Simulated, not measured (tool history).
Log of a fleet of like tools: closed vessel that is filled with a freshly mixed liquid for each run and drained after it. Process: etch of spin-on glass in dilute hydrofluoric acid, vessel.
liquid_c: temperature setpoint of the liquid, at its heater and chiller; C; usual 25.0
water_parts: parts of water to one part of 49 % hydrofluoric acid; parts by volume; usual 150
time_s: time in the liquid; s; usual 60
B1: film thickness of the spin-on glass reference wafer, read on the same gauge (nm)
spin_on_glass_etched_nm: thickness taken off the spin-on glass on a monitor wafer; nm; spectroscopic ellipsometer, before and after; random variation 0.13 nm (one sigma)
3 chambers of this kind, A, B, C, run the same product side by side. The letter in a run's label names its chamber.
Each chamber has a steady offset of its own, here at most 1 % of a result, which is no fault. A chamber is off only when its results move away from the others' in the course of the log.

{"run": "1A", "hour": 3.2, "liquid_c": 25.0, "water_parts": 150, "time_s": 60, "B1": 30.004, "spin_on_glass_etched_nm": 15.858}
{"run": "2B", "hour": 7.1, "liquid_c": 25.0, "water_parts": 150, "time_s": 60, "B1": 30.009, "spin_on_glass_etched_nm": 15.861}
{"run": "3C", "hour": 11.0, "liquid_c": 25.0, "water_parts": 150, "time_s": 60, "B1": 29.982, "spin_on_glass_etched_nm": 15.685}
{"run": "4B", "hour": 13.9, "liquid_c": 25.0, "water_parts": 150, "time_s": 60, "B1": 29.986, "spin_on_glass_etched_nm": 15.808}
{"run": "5A", "hour": 17.9, "liquid_c": 25.0, "water_parts": 150, "time_s": 60, "B1": 29.991, "spin_on_glass_etched_nm": 15.61}
{"run": "6C", "hour": 22.7, "liquid_c": 25.0, "water_parts": 150, "time_s": 60, "B1": 29.987, "spin_on_glass_etched_nm": 15.682}
{"run": "7B", "hour": 26.6, "liquid_c": 25.0, "water_parts": 150, "time_s": 60, "B1": 30.015, "spin_on_glass_etched_nm": 15.837}
{"run": "8C", "hour": 30.3, "liquid_c": 25.0, "water_parts": 150, "time_s": 60, "B1": 29.981, "spin_on_glass_etched_nm": 15.822}
{"run": "9A", "hour": 34.7, "liquid_c": 25.0, "water_parts": 150, "time_s": 60, "B1": 29.984, "spin_on_glass_etched_nm": 15.753}
{"run": "10A", "hour": 36.9, "liquid_c": 25.0, "water_parts": 150, "time_s": 60, "B1": 29.998, "spin_on_glass_etched_nm": 15.735}
{"run": "11B", "hour": 41.8, "liquid_c": 25.0, "water_parts": 150, "time_s": 60, "B1": 29.988, "spin_on_glass_etched_nm": 15.988}
{"run": "12C", "hour": 44.4, "liquid_c": 25.0, "water_parts": 150, "time_s": 60, "B1": 29.993, "spin_on_glass_etched_nm": 15.815}
{"run": "13A", "hour": 47.0, "liquid_c": 21.0, "water_parts": 150, "time_s": 60, "B1": 30.044, "spin_on_glass_etched_nm": 13.338}
{"run": "14C", "hour": 51.6, "liquid_c": 21.0, "water_parts": 150, "time_s": 60, "B1": 29.988, "spin_on_glass_etched_nm": 13.639}
{"run": "15B", "hour": 55.2, "liquid_c": 21.0, "water_parts": 150, "time_s": 60, "B1": 29.992, "spin_on_glass_etched_nm": 13.548}
{"run": "16B", "hour": 58.6, "liquid_c": 25.0, "water_parts": 150, "time_s": 60, "B1": 30.008, "spin_on_glass_etched_nm": 15.829}
{"run": "17C", "hour": 63.3, "liquid_c": 25.0, "water_parts": 150, "time_s": 60, "B1": 29.974, "spin_on_glass_etched_nm": 16.276}
{"run": "18A", "hour": 66.3, "liquid_c": 28.5, "water_parts": 210, "time_s": 60, "B1": 29.965, "spin_on_glass_etched_nm": 11.868}
{"run": "19A", "hour": 68.7, "liquid_c": 28.5, "water_parts": 210, "time_s": 60, "B1": 29.992, "spin_on_glass_etched_nm": 11.859}
{"run": "20B", "hour": 72.5, "liquid_c": 28.5, "water_parts": 210, "time_s": 60, "B1": 30.003, "spin_on_glass_etched_nm": 12.279}
{"run": "21C", "hour": 76.0, "liquid_c": 25.0, "water_parts": 150, "time_s": 60, "B1": 30.016, "spin_on_glass_etched_nm": 16.074}
{"run": "22A", "hour": 80.6, "liquid_c": 27.5, "water_parts": 150, "time_s": 85, "B1": 29.969, "spin_on_glass_etched_nm": 24.605}
{"run": "23C", "hour": 83.5, "liquid_c": 27.5, "water_parts": 150, "time_s": 85, "B1": 29.999, "spin_on_glass_etched_nm": 25.233}
{"run": "24B", "hour": 85.7, "liquid_c": 27.5, "water_parts": 150, "time_s": 85, "B1": 30.028, "spin_on_glass_etched_nm": 24.88}
{"run": "25C", "hour": 87.9, "liquid_c": 27.0, "water_parts": 105, "time_s": 60, "B1": 30.034, "spin_on_glass_etched_nm": 26.804}
{"run": "26B", "hour": 90.2, "liquid_c": 27.0, "water_parts": 105, "time_s": 60, "B1": 30.03, "spin_on_glass_etched_nm": 26.191}
{"run": "27A", "hour": 94.3, "liquid_c": 27.0, "water_parts": 105, "time_s": 60, "B1": 29.98, "spin_on_glass_etched_nm": 25.928}
{"run": "28A", "hour": 97.8, "liquid_c": 25.0, "water_parts": 150, "time_s": 60, "B1": 30.01, "spin_on_glass_etched_nm": 15.733}
{"run": "29B", "hour": 100.8, "liquid_c": 25.0, "water_parts": 150, "time_s": 60, "B1": 30.013, "spin_on_glass_etched_nm": 16.216}
{"run": "30C", "hour": 105.2, "liquid_c": 25.0, "water_parts": 150, "time_s": 60, "B1": 30.027, "spin_on_glass_etched_nm": 16.312}
{"run": "31C", "hour": 109.1, "liquid_c": 25.0, "water_parts": 150, "time_s": 60, "B1": 29.981, "spin_on_glass_etched_nm": 16.404}
{"run": "32B", "hour": 113.5, "liquid_c": 25.0, "water_parts": 150, "time_s": 60, "B1": 30.021, "spin_on_glass_etched_nm": 16.026}
{"run": "33A", "hour": 117.7, "liquid_c": 25.0, "water_parts": 150, "time_s": 60, "B1": 29.987, "spin_on_glass_etched_nm": 15.642}
{"run": "34B", "hour": 120.6, "liquid_c": 25.0, "water_parts": 150, "time_s": 35, "B1": 30.007, "spin_on_glass_etched_nm": 9.3438}
{"run": "35C", "hour": 124.9, "liquid_c": 25.0, "water_parts": 150, "time_s": 35, "B1": 30.013, "spin_on_glass_etched_nm": 9.6391}
{"run": "36A", "hour": 129.7, "liquid_c": 25.0, "water_parts": 150, "time_s": 35, "B1": 30.006, "spin_on_glass_etched_nm": 9.1922}
{"run": "37B", "hour": 133.4, "liquid_c": 25.0, "water_parts": 150, "time_s": 60, "B1": 30.034, "spin_on_glass_etched_nm": 15.912}
{"hour": 135.1, "done": "chamber A: hydrofluoric acid flow meter replaced"}
{"run": "38C", "hour": 136.7, "liquid_c": 25.0, "water_parts": 150, "time_s": 60, "B1": 29.993, "spin_on_glass_etched_nm": 16.484}
{"run": "39A", "hour": 139.9, "liquid_c": 25.0, "water_parts": 150, "time_s": 60, "B1": 30.007, "spin_on_glass_etched_nm": 15.47}
{"run": "40A", "hour": 142.4, "liquid_c": 25.0, "water_parts": 150, "time_s": 60, "B1": 29.994, "spin_on_glass_etched_nm": 15.702}
{"run": "41C", "hour": 144.7, "liquid_c": 25.0, "water_parts": 150, "time_s": 60, "B1": 29.964, "spin_on_glass_etched_nm": 16.49}
{"run": "42B", "hour": 147.2, "liquid_c": 25.0, "water_parts": 150, "time_s": 60, "B1": 30.011, "spin_on_glass_etched_nm": 15.673}
{"run": "43C", "hour": 151.5, "liquid_c": 25.0, "water_parts": 150, "time_s": 60, "B1": 29.976, "spin_on_glass_etched_nm": 16.781}

What goes on in this fleet: one chamber off, a drifting gauge, or nothing beyond the chambers' own small offsets? Name the chamber and the cause, if any.

Chamber C drifts away from the others.
Cause: hydrofluoric acid flow above the setpoint (%) = 5.3.
The log may not tell that from: liquid hotter than its thermometer reads (K).

Here are 4 candidates for chamber C's next run, each the usual settings with a change, their results left as question marks. Which one brings its results back in line with what the others give on the usual settings?
In line means no further than this from the other chambers' mean on the usual settings: spin_on_glass_etched_nm 0.4600 nm
{"run": "44C-1", "hour": 155.1, "liquid_c": 25.0, "water_parts": 135, "time_s": 60, "spin_on_glass_etched_nm": "?"}
{"run": "44C-2", "hour": 155.1, "liquid_c": 26.5, "water_parts": 150, "time_s": 60, "spin_on_glass_etched_nm": "?"}
{"run": "44C-3", "hour": 155.1, "liquid_c": 25.0, "water_parts": 155, "time_s": 55, "spin_on_glass_etched_nm": "?"}
{"run": "44C-4", "hour": 155.1, "liquid_c": 23.5, "water_parts": 150, "time_s": 60, "spin_on_glass_etched_nm": "?"}

The other chambers' mean on the usual settings: spin_on_glass_etched_nm 15.8210 nm
run=44C-1 spin_on_glass_etched_nm=18.9200
run=44C-2 spin_on_glass_etched_nm=17.7250
run=44C-3 spin_on_glass_etched_nm=14.7520
run=44C-4 spin_on_glass_etched_nm=15.7790
44C-4 brings the chamber back in line.
